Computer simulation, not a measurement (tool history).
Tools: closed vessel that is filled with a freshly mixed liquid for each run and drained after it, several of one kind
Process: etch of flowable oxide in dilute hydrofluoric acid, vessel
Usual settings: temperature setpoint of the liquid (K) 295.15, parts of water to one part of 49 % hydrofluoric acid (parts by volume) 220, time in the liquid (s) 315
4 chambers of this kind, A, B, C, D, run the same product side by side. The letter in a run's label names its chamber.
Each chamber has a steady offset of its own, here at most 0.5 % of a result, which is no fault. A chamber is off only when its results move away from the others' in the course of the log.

run,hour,temperature setpoint of the liquid (K),parts of water to one part of 49 % hydrofluoric acid (parts by volume),time in the liquid (s),"read-back film thickness of the flowable oxide reference wafer, read on the same gauge (nm)",thickness taken off the flowable oxide on a monitor wafer (Å)
1C,8.8,295.15,220,315,100.020,486.53
2B,16.4,295.15,220,315,99.989,476.04
3A,20.6,295.15,220,315,100.020,479.00
4D,27.1,295.15,220,315,99.981,489.57
# hour 30.2: chamber A: hydrofluoric acid flow meter replaced
5C,35.1,295.15,220,315,100.030,479.26
6D,42.1,295.15,220,315,100.020,483.43
7B,49.6,295.15,320,255,100.020,241.27
8A,55.4,295.15,320,255,100.010,246.24
9C,61.0,295.15,320,255,99.978,243.85
10D,70.3,295.15,320,255,100.030,241.55
11B,77.2,295.15,220,315,99.997,478.87
12A,83.4,295.15,220,315,99.954,484.61
13B,89.5,295.15,220,315,100.010,475.24
14A,96.8,295.15,220,315,100.000,480.39
15D,102.6,295.15,220,315,100.020,481.47
16C,111.7,295.15,220,315,99.999,482.07
17A,117.4,295.15,220,315,100.020,484.99
18C,126.5,295.15,220,315,100.020,480.46
19D,131.0,295.15,220,315,100.010,481.01
20B,136.5,295.15,220,315,100.000,460.22
21C,141.7,295.15,220,315,99.975,487.16
22B,146.7,295.15,220,315,100.010,458.97
23D,154.7,295.15,220,315,99.993,479.65
24A,163.0,295.15,220,315,99.985,483.33
25C,171.0,290.65,220,315,99.997,404.10
26D,175.6,290.65,220,315,99.988,407.57
27B,180.0,290.65,220,315,100.010,380.51
28A,184.4,290.65,220,315,100.010,402.84
29D,189.9,295.15,220,315,99.985,477.47
30C,199.1,295.15,220,315,99.999,480.87
31B,207.9,295.15,310,440,99.991,404.84
32A,215.9,295.15,310,440,100.010,441.99
33C,222.5,295.15,310,440,99.997,443.04
34B,231.7,295.15,310,440,99.993,405.61

What goes on in this fleet: one chamber off, a drifting gauge, or nothing beyond the chambers' own small offsets? Name the chamber and the cause, if any.

Chamber B drifts away from the others.
Cause: liquid colder than its thermometer reads (K) = 2.3.
The log may not tell that from: hydrofluoric acid flow below the setpoint (%).

Here are 4 candidates for chamber B's next run, each the usual settings with a change, their results left as question marks. Which one brings its results back in line with what the others give on the usual settings?
In line means no further than this from the other chambers' mean on the usual settings: thickness taken off the flowable oxide on a monitor wafer (Å) 11.00
35B-1,238.4,295.15,220,290,,?
35B-2,238.4,295.15,215,315,,?
35B-3,238.4,295.15,225,310,,?
35B-4,238.4,295.15,220,345,,?

The other chambers' mean on the usual settings: thickness taken off the flowable oxide on a monitor wafer (Å) 482.60
run,thickness taken off the flowable oxide on a monitor wafer (Å)
35B-1,404.69
35B-2,451.97
35B-3,420.95
35B-4,481.45
35B-4 brings the chamber back in line.

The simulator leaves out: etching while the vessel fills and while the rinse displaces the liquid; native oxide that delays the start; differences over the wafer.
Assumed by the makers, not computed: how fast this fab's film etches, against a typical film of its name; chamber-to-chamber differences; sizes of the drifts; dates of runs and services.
